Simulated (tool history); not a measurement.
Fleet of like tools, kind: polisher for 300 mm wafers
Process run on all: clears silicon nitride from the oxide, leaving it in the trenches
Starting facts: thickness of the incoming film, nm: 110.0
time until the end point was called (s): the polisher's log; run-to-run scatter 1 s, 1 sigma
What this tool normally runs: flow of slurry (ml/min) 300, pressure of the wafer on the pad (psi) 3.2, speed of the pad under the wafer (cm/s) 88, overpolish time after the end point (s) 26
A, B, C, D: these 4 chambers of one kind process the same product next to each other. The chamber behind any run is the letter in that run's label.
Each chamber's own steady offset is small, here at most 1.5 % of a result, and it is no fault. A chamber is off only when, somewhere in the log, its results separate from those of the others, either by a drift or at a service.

run   hour  flow of slurry (ml/min)  pressure of the wafer on the pad (psi)  speed of the pad under the wafer (cm/s)  overpolish time after the end point (s)  time until the end point was called (s)
 1A    6.6                      300                                     3.2                                       88                                       26                                   104.65
 2B   20.2                      300                                     3.2                                       88                                       26                                   104.89
 3D   33.8                      300                                     3.2                                       88                                       26                                   104.64
 4C   44.9                      300                                     3.2                                       88                                       26                                   103.26
 5D   57.8                      300                                     2.5                                       76                                       26                                   154.89
 6B   65.1                      300                                     2.5                                       76                                       26                                    151.2
 7C   79.4                      300                                     2.5                                       76                                       26                                   152.24
 8A   88.3                      300                                     2.5                                       76                                       26                                   151.51
      89.4  -- chamber C: slurry nozzle cleaned
 9B   96.9                      300                                     3.2                                       88                                       26                                   102.96
     101.2  -- chamber D: slurry nozzle cleaned
     101.7  -- chamber D: worn pad replaced by a new one
     108.4  -- chamber A: slurry nozzle cleaned
10D  110.2                      355                                     3.2                                       88                                       26                                   102.61
11C  119.7                      355                                     3.2                                       88                                       26                                   103.51
12A  131.4                      355                                     3.2                                       88                                       26                                   102.75
13A  145.9                      355                                     3.2                                       88                                       26                                   100.16
     151.2  -- chamber C: worn pad replaced by a new one
14C  159.2                      300                                     3.2                                       88                                       26                                   104.21
15B  165.8                      300                                     3.2                                       88                                       26                                   104.94
16D  179.7                      300                                     3.2                                       88                                       26                                   105.11
17D  190.5                      300                                     3.2                                       88                                       26                                   104.04
     196.5  -- chamber B: worn pad replaced by a new one
18B  204.3                      300                                     3.2                                       88                                       26                                    107.5
19A  214.1                      300                                     3.2                                      100                                       13                                   92.419
     219.6  -- chamber D: head pressure recalibrated
20C    228                      300                                     3.2                                      100                                       13                                   89.538
     238.9  -- chamber A: worn pad replaced by a new one
21B  241.5                      300                                     3.2                                      100                                       13                                   96.334
22D  250.5                      300                                     3.2                                      100                                       13                                   91.067
23C  261.8                      300                                     3.2                                       88                                       26                                   104.28
24A  270.6                      300                                     3.2                                       88                                       26                                   104.24
25D  284.5                      300                                     3.2                                       88                                       26                                   103.19
     291.1  -- chamber B: slurry nozzle cleaned
26B  295.3                      300                                     3.2                                       88                                       26                                   109.13
27C  309.7                      300                                     3.2                                       88                                       26                                   103.83
       313  -- chamber D: worn pad replaced by a new one
     313.3  -- chamber A: head pressure recalibrated
28A  321.8                      300                                     3.2                                       88                                       26                                   101.49
29A  333.3                      300                                     3.2                                       88                                       26                                   103.76
30D  341.2                      300                                     3.2                                       88                                       26                                   105.68
31B  349.5                      300                                     3.2                                       88                                       26                                   108.65
32C  364.1                      300                                     3.2                                       88                                       26                                   105.33
     366.8  -- chamber C: worn pad replaced by a new one
33C  377.9                      300                                     3.2                                       88                                       26                                   104.19
34D  384.4                      300                                     3.2                                       88                                       26                                   102.23
35A  396.3                      300                                     3.2                                       88                                       26                                   102.23
     405.5  -- chamber B: worn pad replaced by a new one
36B  407.7                      300                                     3.2                                       88                                       26                                   113.27
37B  418.9                      300                                     3.2                                       88                                       26                                   111.84
38D  433.8                      300                                     3.2                                       88                                       26                                   103.86
39A  445.9                      345                                     3.2                                       74                                       26                                   122.16
40C  456.9                      345                                     3.2                                       74                                       26                                    120.8
41B  465.7                      345                                     3.2                                       74                                       26                                   135.59
       477  -- chamber A: worn pad replaced by a new one
42A  478.4                      345                                     3.2                                       74                                       26                                   122.41
43D    491                      300                                     3.2                                       88                                       26                                   104.09
44C  504.7                      300                                     3.2                                       88                                       16                                   106.35

For the next run the whole fleet of 4 chambers uses the same settings. Give each chamber's results:
45A  515.4                      300                                     3.2                                      118                                       26                                        ?
45B  515.4                      300                                     3.2                                      118                                       26                                        ?
45C  515.4                      300                                     3.2                                      118                                       26                                        ?
45D  515.4                      300                                     3.2                                      118                                       26                                        ?

run  time until the end point was called (s)
45A                                   77.648
45B                                   85.518
45C                                   77.048
45D                                   77.849
